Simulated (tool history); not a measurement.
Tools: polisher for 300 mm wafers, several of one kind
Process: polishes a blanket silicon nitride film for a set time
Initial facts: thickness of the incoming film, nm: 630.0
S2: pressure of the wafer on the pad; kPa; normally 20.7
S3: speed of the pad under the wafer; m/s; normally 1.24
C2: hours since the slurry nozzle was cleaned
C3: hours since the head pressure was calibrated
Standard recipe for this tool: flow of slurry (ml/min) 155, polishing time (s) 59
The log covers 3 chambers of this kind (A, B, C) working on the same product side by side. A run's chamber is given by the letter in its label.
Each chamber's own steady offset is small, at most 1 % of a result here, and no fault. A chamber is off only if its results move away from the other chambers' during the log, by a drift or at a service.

{"run": "1A", "hour": 2.4, "flow of slurry (ml/min)": 155, "S2": 20.7, "S3": 1.24, "polishing time (s)": 59, "wafers polished on this pad": 306, "C2": 500.9, "C3": 171.3, "film removed (Å)": 1019.7}
{"run": "2C", "hour": 6.6, "flow of slurry (ml/min)": 155, "S2": 20.7, "S3": 1.24, "polishing time (s)": 59, "wafers polished on this pad": 472, "C2": 34, "C3": 426.4, "film removed (Å)": 1028.6}
{"run": "3B", "hour": 9.2, "flow of slurry (ml/min)": 155, "S2": 20.7, "S3": 1.24, "polishing time (s)": 59, "wafers polished on this pad": 1115, "C2": 51, "C3": 963.9, "film removed (Å)": 1002.2}
{"run": "4A", "hour": 13.1, "flow of slurry (ml/min)": 155, "S2": 20.7, "S3": 1.24, "polishing time (s)": 59, "wafers polished on this pad": 410, "C2": 511.6, "C3": 182, "film removed (Å)": 1029.4}
{"run": "5B", "hour": 16.6, "flow of slurry (ml/min)": 155, "S2": 20.7, "S3": 1.24, "polishing time (s)": 59, "wafers polished on this pad": 1186, "C2": 58.4, "C3": 971.3, "film removed (Å)": 1054.8}
{"hour": 17.2, "done": "chamber B: worn pad replaced by a new one"}
{"run": "6C", "hour": 20.8, "flow of slurry (ml/min)": 155, "S2": 20.7, "S3": 1.24, "polishing time (s)": 59, "wafers polished on this pad": 610, "C2": 48.2, "C3": 440.6, "film removed (Å)": 1013.1}
{"run": "7B", "hour": 24.1, "flow of slurry (ml/min)": 155, "S2": 20.7, "S3": 1.24, "polishing time (s)": 59, "wafers polished on this pad": 67, "C2": 65.9, "C3": 978.8, "film removed (Å)": 1037.4}
{"run": "8C", "hour": 26.2, "flow of slurry (ml/min)": 155, "S2": 20.7, "S3": 1.24, "polishing time (s)": 59, "wafers polished on this pad": 662, "C2": 53.6, "C3": 446, "film removed (Å)": 1013.4}
{"run": "9A", "hour": 30.8, "flow of slurry (ml/min)": 155, "S2": 20.7, "S3": 0.82, "polishing time (s)": 45, "wafers polished on this pad": 582, "C2": 529.3, "C3": 199.7, "film removed (Å)": 568.79}
{"run": "10A", "hour": 32.9, "flow of slurry (ml/min)": 155, "S2": 20.7, "S3": 0.82, "polishing time (s)": 45, "wafers polished on this pad": 603, "C2": 531.4, "C3": 201.8, "film removed (Å)": 569.45}
{"run": "11B", "hour": 36.9, "flow of slurry (ml/min)": 155, "S2": 20.7, "S3": 0.82, "polishing time (s)": 45, "wafers polished on this pad": 192, "C2": 78.7, "C3": 991.6, "film removed (Å)": 558.96}
{"run": "12C", "hour": 40.0, "flow of slurry (ml/min)": 155, "S2": 20.7, "S3": 1.24, "polishing time (s)": 59, "wafers polished on this pad": 796, "C2": 67.4, "C3": 459.8, "film removed (Å)": 1019.3}
{"run": "13C", "hour": 42.7, "flow of slurry (ml/min)": 155, "S2": 26.2, "S3": 1.24, "polishing time (s)": 59, "wafers polished on this pad": 823, "C2": 70.1, "C3": 462.5, "film removed (Å)": 1292.2}
{"run": "14B", "hour": 46.9, "flow of slurry (ml/min)": 155, "S2": 26.2, "S3": 1.24, "polishing time (s)": 59, "wafers polished on this pad": 289, "C2": 88.7, "C3": 1001.6, "film removed (Å)": 1316.7}
{"run": "15A", "hour": 50.5, "flow of slurry (ml/min)": 155, "S2": 26.2, "S3": 1.24, "polishing time (s)": 59, "wafers polished on this pad": 774, "C2": 549, "C3": 219.4, "film removed (Å)": 1296.1}
{"run": "16A", "hour": 54.6, "flow of slurry (ml/min)": 155, "S2": 20.7, "S3": 1.24, "polishing time (s)": 59, "wafers polished on this pad": 814, "C2": 553.1, "C3": 223.5, "film removed (Å)": 1029.9}
{"run": "17C", "hour": 59.2, "flow of slurry (ml/min)": 155, "S2": 20.7, "S3": 1.24, "polishing time (s)": 59, "wafers polished on this pad": 983, "C2": 86.6, "C3": 479, "film removed (Å)": 1045.2}
{"run": "18B", "hour": 63.3, "flow of slurry (ml/min)": 155, "S2": 20.7, "S3": 1.24, "polishing time (s)": 59, "wafers polished on this pad": 448, "C2": 105.1, "C3": 1018, "film removed (Å)": 1032.9}
{"run": "19B", "hour": 66.4, "flow of slurry (ml/min)": 155, "S2": 20.7, "S3": 1.24, "polishing time (s)": 59, "wafers polished on this pad": 478, "C2": 108.2, "C3": 1021.1, "film removed (Å)": 1034.9}
{"run": "20A", "hour": 70.4, "flow of slurry (ml/min)": 155, "S2": 20.7, "S3": 1.24, "polishing time (s)": 59, "wafers polished on this pad": 967, "C2": 568.9, "C3": 239.3, "film removed (Å)": 1021.9}
{"run": "21C", "hour": 73.8, "flow of slurry (ml/min)": 155, "S2": 20.7, "S3": 1.24, "polishing time (s)": 59, "wafers polished on this pad": 1125, "C2": 101.2, "C3": 493.6, "film removed (Å)": 1043.8}
{"run": "22A", "hour": 75.9, "flow of slurry (ml/min)": 155, "S2": 20.7, "S3": 1.24, "polishing time (s)": 59, "wafers polished on this pad": 1021, "C2": 574.4, "C3": 244.8, "film removed (Å)": 1014.8}
{"run": "23B", "hour": 78.7, "flow of slurry (ml/min)": 155, "S2": 20.7, "S3": 1.24, "polishing time (s)": 59, "wafers polished on this pad": 598, "C2": 120.5, "C3": 1033.4, "film removed (Å)": 1026}
{"run": "24C", "hour": 81.5, "flow of slurry (ml/min)": 155, "S2": 20.7, "S3": 1.24, "polishing time (s)": 59, "wafers polished on this pad": 1200, "C2": 108.9, "C3": 501.3, "film removed (Å)": 1042.7}
{"hour": 85.5, "done": "chamber C: worn pad replaced by a new one"}
{"run": "25C", "hour": 85.8, "flow of slurry (ml/min)": 155, "S2": 20.7, "S3": 1.24, "polishing time (s)": 59, "wafers polished on this pad": 3, "C2": 113.2, "C3": 505.6, "film removed (Å)": 1033.4}
{"hour": 87.1, "done": "chamber A: worn pad replaced by a new one"}
{"run": "26A", "hour": 89.6, "flow of slurry (ml/min)": 155, "S2": 23.4, "S3": 1.24, "polishing time (s)": 79, "wafers polished on this pad": 25, "C2": 588.1, "C3": 258.5, "film removed (Å)": 1514.4}
{"run": "27B", "hour": 92.3, "flow of slurry (ml/min)": 155, "S2": 23.4, "S3": 1.24, "polishing time (s)": 79, "wafers polished on this pad": 730, "C2": 134.1, "C3": 1047, "film removed (Å)": 1548.4}
{"run": "28C", "hour": 96.4, "flow of slurry (ml/min)": 155, "S2": 23.4, "S3": 1.24, "polishing time (s)": 79, "wafers polished on this pad": 106, "C2": 123.8, "C3": 516.2, "film removed (Å)": 1566.9}
{"run": "29B", "hour": 100.5, "flow of slurry (ml/min)": 200, "S2": 20.7, "S3": 1.58, "polishing time (s)": 59, "wafers polished on this pad": 810, "C2": 142.3, "C3": 1055.2, "film removed (Å)": 1284.4}
{"run": "30A", "hour": 102.7, "flow of slurry (ml/min)": 200, "S2": 20.7, "S3": 1.58, "polishing time (s)": 59, "wafers polished on this pad": 152, "C2": 601.2, "C3": 271.6, "film removed (Å)": 1244.5}
{"run": "31B", "hour": 106.7, "flow of slurry (ml/min)": 200, "S2": 20.7, "S3": 1.58, "polishing time (s)": 59, "wafers polished on this pad": 870, "C2": 148.5, "C3": 1061.4, "film removed (Å)": 1280.8}
{"run": "32C", "hour": 111.2, "flow of slurry (ml/min)": 155, "S2": 20.7, "S3": 1.24, "polishing time (s)": 59, "wafers polished on this pad": 250, "C2": 138.6, "C3": 531, "film removed (Å)": 1054.6}
{"run": "33A", "hour": 114.9, "flow of slurry (ml/min)": 155, "S2": 20.7, "S3": 1.24, "polishing time (s)": 59, "wafers polished on this pad": 271, "C2": 613.4, "C3": 283.8, "film removed (Å)": 966.48}
{"run": "34C", "hour": 118.9, "flow of slurry (ml/min)": 155, "S2": 20.7, "S3": 1.24, "polishing time (s)": 59, "wafers polished on this pad": 324, "C2": 146.3, "C3": 538.7, "film removed (Å)": 1042.3}
{"run": "35B", "hour": 121.9, "flow of slurry (ml/min)": 155, "S2": 20.7, "S3": 1.24, "polishing time (s)": 59, "wafers polished on this pad": 1018, "C2": 163.7, "C3": 1076.6, "film removed (Å)": 1027.3}
{"run": "36A", "hour": 125.4, "flow of slurry (ml/min)": 155, "S2": 20.7, "S3": 1.24, "polishing time (s)": 59, "wafers polished on this pad": 373, "C2": 623.9, "C3": 294.3, "film removed (Å)": 974.66}

Is one chamber off against the others, does the gauge drift, or is nothing wrong? If a chamber is off, say which, and what the likeliest cause is.

It is chamber A that slowly wanders off from its peers.
Likeliest cause: slurry flow missing at the pad, % = 28.5.
It could be hard to tell apart here from: head's pressure below its setpoint, %.

Chamber A could run next with any of the 4 candidate recipes listed below; each alters the usual settings, and their results appear as question marks. Which one brings its results back in line with what the other chambers deliver on the usual settings?
A result is in line if it is within this distance of the other chambers' mean on the usual settings: film removed (Å) 43
{"run": "37A-1", "hour": 128.8, "flow of slurry (ml/min)": 160, "S2": 20.7, "S3": 1.32, "polishing time (s)": 59, "film removed (Å)": "?"}
{"run": "37A-2", "hour": 128.8, "flow of slurry (ml/min)": 155, "S2": 20, "S3": 1.22, "polishing time (s)": 58, "film removed (Å)": "?"}
{"run": "37A-3", "hour": 128.8, "flow of slurry (ml/min)": 155, "S2": 21.4, "S3": 1.3, "polishing time (s)": 62, "film removed (Å)": "?"}
{"run": "37A-4", "hour": 128.8, "flow of slurry (ml/min)": 150, "S2": 20.7, "S3": 1.04, "polishing time (s)": 59, "film removed (Å)": "?"}

Mean of the other chambers on the usual settings: film removed (Å) 1030.9
run=37A-1 film_removed_(Å)=1031.8
run=37A-2 film_removed_(Å)=914.51
run=37A-3 film_removed_(Å)=1099
run=37A-4 film_removed_(Å)=841.26
The answer is 37A-1, which returns the chamber to within the allowed miss of the others.

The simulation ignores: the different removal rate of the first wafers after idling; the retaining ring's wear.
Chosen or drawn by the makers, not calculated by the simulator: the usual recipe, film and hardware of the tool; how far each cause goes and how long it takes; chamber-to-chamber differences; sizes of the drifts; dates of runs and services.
